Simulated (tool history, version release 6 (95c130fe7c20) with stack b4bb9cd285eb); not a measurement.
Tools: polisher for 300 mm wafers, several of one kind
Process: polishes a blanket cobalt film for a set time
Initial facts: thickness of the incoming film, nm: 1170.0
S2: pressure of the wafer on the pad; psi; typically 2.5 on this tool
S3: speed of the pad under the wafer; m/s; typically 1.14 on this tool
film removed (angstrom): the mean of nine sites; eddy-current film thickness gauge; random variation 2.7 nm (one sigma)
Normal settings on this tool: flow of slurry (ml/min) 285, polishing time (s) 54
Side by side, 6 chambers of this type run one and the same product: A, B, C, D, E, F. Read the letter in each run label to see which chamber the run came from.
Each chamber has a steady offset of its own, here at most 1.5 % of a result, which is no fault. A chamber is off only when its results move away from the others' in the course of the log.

{"hour": 0.3, "done": "chamber C: worn pad replaced by a new one"}
{"run": "1F", "hour": 3.1, "flow of slurry (ml/min)": 285, "S2": 2.5, "S3": 1.14, "polishing time (s)": 54, "film removed (angstrom)": 4197.3}
{"run": "2E", "hour": 6.0, "flow of slurry (ml/min)": 285, "S2": 2.5, "S3": 1.14, "polishing time (s)": 54, "film removed (angstrom)": 4145.6}
{"run": "3A", "hour": 8.2, "flow of slurry (ml/min)": 285, "S2": 2.5, "S3": 1.14, "polishing time (s)": 54, "film removed (angstrom)": 4162.2}
{"hour": 8.7, "done": "chamber C: slurry nozzle cleaned"}
{"run": "4B", "hour": 11.2, "flow of slurry (ml/min)": 285, "S2": 2.5, "S3": 1.14, "polishing time (s)": 54, "film removed (angstrom)": 4266.1}
{"run": "5C", "hour": 14.4, "flow of slurry (ml/min)": 285, "S2": 2.5, "S3": 1.14, "polishing time (s)": 54, "film removed (angstrom)": 4186.6}
{"hour": 16.5, "done": "chamber F: worn pad replaced by a new one"}
{"run": "6D", "hour": 17.7, "flow of slurry (ml/min)": 285, "S2": 2.5, "S3": 1.14, "polishing time (s)": 54, "film removed (angstrom)": 4268.7}
{"hour": 18.0, "done": "chamber A: worn pad replaced by a new one"}
{"run": "7A", "hour": 21.7, "flow of slurry (ml/min)": 285, "S2": 2.5, "S3": 1.14, "polishing time (s)": 54, "film removed (angstrom)": 4158.7}
{"run": "8F", "hour": 25.1, "flow of slurry (ml/min)": 285, "S2": 2.5, "S3": 1.14, "polishing time (s)": 54, "film removed (angstrom)": 4196.9}
{"run": "9B", "hour": 27.4, "flow of slurry (ml/min)": 285, "S2": 2.5, "S3": 1.14, "polishing time (s)": 54, "film removed (angstrom)": 4219.8}
{"run": "10E", "hour": 29.8, "flow of slurry (ml/min)": 285, "S2": 2.5, "S3": 1.14, "polishing time (s)": 54, "film removed (angstrom)": 4157.6}
{"run": "11D", "hour": 34.2, "flow of slurry (ml/min)": 285, "S2": 2.5, "S3": 1.14, "polishing time (s)": 54, "film removed (angstrom)": 4182.4}
{"run": "12C", "hour": 37.3, "flow of slurry (ml/min)": 285, "S2": 2.5, "S3": 1.14, "polishing time (s)": 54, "film removed (angstrom)": 4190.6}
{"run": "13D", "hour": 40.6, "flow of slurry (ml/min)": 285, "S2": 2.5, "S3": 1.14, "polishing time (s)": 54, "film removed (angstrom)": 4241.0}
{"run": "14E", "hour": 43.1, "flow of slurry (ml/min)": 285, "S2": 2.5, "S3": 1.34, "polishing time (s)": 54, "film removed (angstrom)": 4928.7}
{"run": "15C", "hour": 46.0, "flow of slurry (ml/min)": 285, "S2": 2.5, "S3": 1.34, "polishing time (s)": 54, "film removed (angstrom)": 4923.7}
{"run": "16B", "hour": 48.5, "flow of slurry (ml/min)": 285, "S2": 2.5, "S3": 1.34, "polishing time (s)": 54, "film removed (angstrom)": 4987.1}
{"run": "17F", "hour": 50.5, "flow of slurry (ml/min)": 285, "S2": 2.5, "S3": 1.34, "polishing time (s)": 54, "film removed (angstrom)": 4894.0}
{"hour": 52.1, "done": "chamber B: worn pad replaced by a new one"}
{"hour": 52.2, "done": "chamber C: worn pad replaced by a new one"}
{"run": "18A", "hour": 54.0, "flow of slurry (ml/min)": 285, "S2": 2.5, "S3": 1.34, "polishing time (s)": 54, "film removed (angstrom)": 4868.5}
{"run": "19A", "hour": 56.6, "flow of slurry (ml/min)": 285, "S2": 2.5, "S3": 1.34, "polishing time (s)": 54, "film removed (angstrom)": 4865.6}
{"run": "20E", "hour": 60.1, "flow of slurry (ml/min)": 285, "S2": 2.5, "S3": 1.14, "polishing time (s)": 54, "film removed (angstrom)": 4188.0}
{"run": "21C", "hour": 64.0, "flow of slurry (ml/min)": 285, "S2": 2.5, "S3": 1.14, "polishing time (s)": 54, "film removed (angstrom)": 4182.5}
{"run": "22F", "hour": 66.6, "flow of slurry (ml/min)": 285, "S2": 2.5, "S3": 1.14, "polishing time (s)": 54, "film removed (angstrom)": 4222.9}
{"hour": 68.5, "done": "chamber D: worn pad replaced by a new one"}
{"run": "23B", "hour": 69.4, "flow of slurry (ml/min)": 285, "S2": 2.5, "S3": 1.14, "polishing time (s)": 54, "film removed (angstrom)": 4254.5}
{"run": "24D", "hour": 71.3, "flow of slurry (ml/min)": 285, "S2": 2.5, "S3": 1.14, "polishing time (s)": 54, "film removed (angstrom)": 4196.1}
{"run": "25F", "hour": 74.3, "flow of slurry (ml/min)": 285, "S2": 2.5, "S3": 1.14, "polishing time (s)": 54, "film removed (angstrom)": 4168.6}
{"hour": 78.2, "done": "chamber A: worn pad replaced by a new one"}
{"run": "26C", "hour": 78.4, "flow of slurry (ml/min)": 285, "S2": 2.5, "S3": 1.14, "polishing time (s)": 54, "film removed (angstrom)": 4211.2}
{"run": "27E", "hour": 80.6, "flow of slurry (ml/min)": 285, "S2": 2.5, "S3": 1.14, "polishing time (s)": 54, "film removed (angstrom)": 4158.4}
{"run": "28D", "hour": 82.7, "flow of slurry (ml/min)": 285, "S2": 2.5, "S3": 1.14, "polishing time (s)": 54, "film removed (angstrom)": 4242.4}
{"run": "29B", "hour": 85.1, "flow of slurry (ml/min)": 350, "S2": 2.0, "S3": 1.14, "polishing time (s)": 54, "film removed (angstrom)": 3457.9}
{"run": "30A", "hour": 88.8, "flow of slurry (ml/min)": 350, "S2": 2.0, "S3": 1.14, "polishing time (s)": 54, "film removed (angstrom)": 3380.7}
{"hour": 91.2, "done": "chamber C: worn pad replaced by a new one"}
{"run": "31C", "hour": 92.6, "flow of slurry (ml/min)": 350, "S2": 2.0, "S3": 1.14, "polishing time (s)": 54, "film removed (angstrom)": 3381.3}
{"run": "32E", "hour": 95.5, "flow of slurry (ml/min)": 350, "S2": 2.0, "S3": 1.14, "polishing time (s)": 54, "film removed (angstrom)": 3352.7}
{"run": "33F", "hour": 99.3, "flow of slurry (ml/min)": 350, "S2": 2.0, "S3": 1.14, "polishing time (s)": 54, "film removed (angstrom)": 3468.6}
{"run": "34B", "hour": 103.3, "flow of slurry (ml/min)": 350, "S2": 2.0, "S3": 1.14, "polishing time (s)": 54, "film removed (angstrom)": 3521.2}
{"run": "35A", "hour": 106.8, "flow of slurry (ml/min)": 285, "S2": 2.5, "S3": 1.14, "polishing time (s)": 54, "film removed (angstrom)": 4124.0}
{"run": "36D", "hour": 110.1, "flow of slurry (ml/min)": 285, "S2": 2.8, "S3": 1.14, "polishing time (s)": 54, "film removed (angstrom)": 4725.2}
{"hour": 113.5, "done": "chamber C: head pressure recalibrated"}
{"run": "37F", "hour": 114.1, "flow of slurry (ml/min)": 285, "S2": 2.8, "S3": 1.14, "polishing time (s)": 54, "film removed (angstrom)": 4693.5}
{"run": "38C", "hour": 117.8, "flow of slurry (ml/min)": 285, "S2": 2.8, "S3": 1.14, "polishing time (s)": 54, "film removed (angstrom)": 4674.4}
{"hour": 118.9, "done": "chamber E: worn pad replaced by a new one"}
{"run": "39D", "hour": 120.7, "flow of slurry (ml/min)": 285, "S2": 2.8, "S3": 1.14, "polishing time (s)": 54, "film removed (angstrom)": 4731.8}
{"run": "40E", "hour": 123.6, "flow of slurry (ml/min)": 285, "S2": 2.8, "S3": 1.14, "polishing time (s)": 54, "film removed (angstrom)": 4674.3}
{"run": "41A", "hour": 125.8, "flow of slurry (ml/min)": 285, "S2": 2.8, "S3": 1.14, "polishing time (s)": 54, "film removed (angstrom)": 4669.7}

Decide between three cases: one chamber stands off from its peers, the gauge reading all wafers drifts, or nothing is wrong past each chamber's small offset. Where a chamber is off, say which and what most likely put it there.

Beyond each chamber's small constant offset nothing stands out, and the gauge stays steady.
